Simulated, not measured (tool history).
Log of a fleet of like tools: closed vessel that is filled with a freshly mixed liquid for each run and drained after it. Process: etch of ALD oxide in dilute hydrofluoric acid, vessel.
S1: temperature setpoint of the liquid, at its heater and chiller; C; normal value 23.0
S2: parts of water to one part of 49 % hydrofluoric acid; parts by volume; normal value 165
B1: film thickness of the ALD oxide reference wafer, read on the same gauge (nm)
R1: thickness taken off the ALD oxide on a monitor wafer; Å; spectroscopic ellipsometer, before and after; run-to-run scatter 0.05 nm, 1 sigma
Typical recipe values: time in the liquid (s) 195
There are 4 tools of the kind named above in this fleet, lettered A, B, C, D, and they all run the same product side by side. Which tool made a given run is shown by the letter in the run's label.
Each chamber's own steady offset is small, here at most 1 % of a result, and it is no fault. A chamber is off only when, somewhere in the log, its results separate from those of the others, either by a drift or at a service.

{"run": "1D", "hour": 3.3, "S1": 23.0, "S2": 165, "time in the liquid (s)": 195, "B1": 80.038, "R1": 152.9}
{"run": "2C", "hour": 8.5, "S1": 23.0, "S2": 165, "time in the liquid (s)": 195, "B1": 79.985, "R1": 155.25}
{"run": "3B", "hour": 13.3, "S1": 23.0, "S2": 165, "time in the liquid (s)": 195, "B1": 80.017, "R1": 154.88}
{"run": "4A", "hour": 18.1, "S1": 23.0, "S2": 165, "time in the liquid (s)": 195, "B1": 79.937, "R1": 152.12}
{"run": "5C", "hour": 22.8, "S1": 23.0, "S2": 165, "time in the liquid (s)": 195, "B1": 79.978, "R1": 155.31}
{"run": "6D", "hour": 29.4, "S1": 23.0, "S2": 200, "time in the liquid (s)": 280, "B1": 80.015, "R1": 173.73}
{"run": "7B", "hour": 35.4, "S1": 23.0, "S2": 200, "time in the liquid (s)": 280, "B1": 79.995, "R1": 175.69}
{"run": "8A", "hour": 41.7, "S1": 23.0, "S2": 200, "time in the liquid (s)": 280, "B1": 80.024, "R1": 175.23}
{"run": "9A", "hour": 46.6, "S1": 23.0, "S2": 200, "time in the liquid (s)": 280, "B1": 79.973, "R1": 175.58}
{"run": "10C", "hour": 52.9, "S1": 23.0, "S2": 120, "time in the liquid (s)": 195, "B1": 79.993, "R1": 222.17}
{"run": "11B", "hour": 57.7, "S1": 23.0, "S2": 120, "time in the liquid (s)": 195, "B1": 80.021, "R1": 225.25}
{"run": "12D", "hour": 64.1, "S1": 23.0, "S2": 120, "time in the liquid (s)": 195, "B1": 80.025, "R1": 223.57}
{"run": "13A", "hour": 67.1, "S1": 23.0, "S2": 120, "time in the liquid (s)": 195, "B1": 79.992, "R1": 219.93}
{"run": "14C", "hour": 73.6, "S1": 23.0, "S2": 165, "time in the liquid (s)": 195, "B1": 79.991, "R1": 155.82}
{"run": "15B", "hour": 77.4, "S1": 23.0, "S2": 165, "time in the liquid (s)": 195, "B1": 80.043, "R1": 154.23}
{"run": "16D", "hour": 82.1, "S1": 18.0, "S2": 165, "time in the liquid (s)": 195, "B1": 80.008, "R1": 126.61}
{"run": "17A", "hour": 85.1, "S1": 18.0, "S2": 165, "time in the liquid (s)": 195, "B1": 79.965, "R1": 126.57}
{"run": "18D", "hour": 90.3, "S1": 18.0, "S2": 165, "time in the liquid (s)": 195, "B1": 79.984, "R1": 126.3}
{"hour": 91.8, "done": "chamber B: thermometer replaced"}
{"run": "19C", "hour": 97.0, "S1": 18.0, "S2": 165, "time in the liquid (s)": 195, "B1": 80.003, "R1": 126.84}
{"run": "20B", "hour": 101.0, "S1": 23.0, "S2": 165, "time in the liquid (s)": 195, "B1": 80.023, "R1": 153.57}
{"run": "21D", "hour": 104.7, "S1": 23.0, "S2": 165, "time in the liquid (s)": 195, "B1": 80.037, "R1": 153.45}
{"run": "22A", "hour": 109.2, "S1": 23.0, "S2": 165, "time in the liquid (s)": 195, "B1": 80.03, "R1": 155.98}
{"run": "23B", "hour": 112.6, "S1": 21.5, "S2": 165, "time in the liquid (s)": 195, "B1": 80.007, "R1": 145.61}
{"run": "24C", "hour": 118.5, "S1": 21.5, "S2": 165, "time in the liquid (s)": 195, "B1": 80.005, "R1": 146.75}
{"run": "25D", "hour": 125.0, "S1": 21.5, "S2": 165, "time in the liquid (s)": 195, "B1": 79.965, "R1": 144.29}
{"run": "26A", "hour": 128.4, "S1": 21.5, "S2": 165, "time in the liquid (s)": 195, "B1": 79.986, "R1": 147.89}
{"run": "27B", "hour": 133.8, "S1": 23.0, "S2": 165, "time in the liquid (s)": 195, "B1": 80.033, "R1": 154.03}
{"run": "28C", "hour": 140.1, "S1": 23.0, "S2": 165, "time in the liquid (s)": 195, "B1": 80.026, "R1": 154.98}
{"run": "29B", "hour": 143.7, "S1": 23.0, "S2": 165, "time in the liquid (s)": 195, "B1": 80.018, "R1": 153.6}
{"run": "30A", "hour": 147.8, "S1": 23.0, "S2": 165, "time in the liquid (s)": 195, "B1": 79.997, "R1": 157.27}
{"run": "31D", "hour": 151.0, "S1": 23.0, "S2": 165, "time in the liquid (s)": 100, "B1": 80.011, "R1": 78.63}
{"run": "32C", "hour": 155.0, "S1": 23.0, "S2": 165, "time in the liquid (s)": 100, "B1": 79.972, "R1": 79.429}
{"run": "33A", "hour": 161.2, "S1": 23.0, "S2": 165, "time in the liquid (s)": 100, "B1": 80.012, "R1": 80.768}
{"run": "34C", "hour": 165.6, "S1": 23.0, "S2": 165, "time in the liquid (s)": 100, "B1": 79.991, "R1": 79.325}
{"run": "35B", "hour": 171.0, "S1": 23.0, "S2": 165, "time in the liquid (s)": 195, "B1": 79.992, "R1": 154.25}
{"run": "36D", "hour": 176.7, "S1": 23.0, "S2": 165, "time in the liquid (s)": 195, "B1": 80.014, "R1": 153.83}
{"run": "37B", "hour": 183.0, "S1": 23.0, "S2": 165, "time in the liquid (s)": 195, "B1": 79.991, "R1": 153.93}
{"run": "38C", "hour": 186.6, "S1": 23.0, "S2": 165, "time in the liquid (s)": 195, "B1": 80.005, "R1": 155.56}
{"run": "39D", "hour": 192.2, "S1": 23.0, "S2": 165, "time in the liquid (s)": 195, "B1": 80.031, "R1": 153.33}
{"run": "40A", "hour": 195.5, "S1": 23.0, "S2": 165, "time in the liquid (s)": 195, "B1": 80.037, "R1": 158.2}
{"run": "41D", "hour": 200.2, "S1": 23.0, "S2": 165, "time in the liquid (s)": 195, "B1": 79.981, "R1": 153.21}
{"run": "42A", "hour": 206.2, "S1": 23.0, "S2": 165, "time in the liquid (s)": 195, "B1": 80.006, "R1": 159.3}

Next, every chamber runs the same settings. What will each give?
{"run": "43A", "hour": 211.0, "S1": 23.0, "S2": 165, "time in the liquid (s)": 195, "R1": "?"}
{"run": "43B", "hour": 211.0, "S1": 23.0, "S2": 165, "time in the liquid (s)": 195, "R1": "?"}
{"run": "43C", "hour": 211.0, "S1": 23.0, "S2": 165, "time in the liquid (s)": 195, "R1": "?"}
{"run": "43D", "hour": 211.0, "S1": 23.0, "S2": 165, "time in the liquid (s)": 195, "R1": "?"}

run=43A R1=159.440
run=43B R1=154.850
run=43C R1=155.690
run=43D R1=153.200
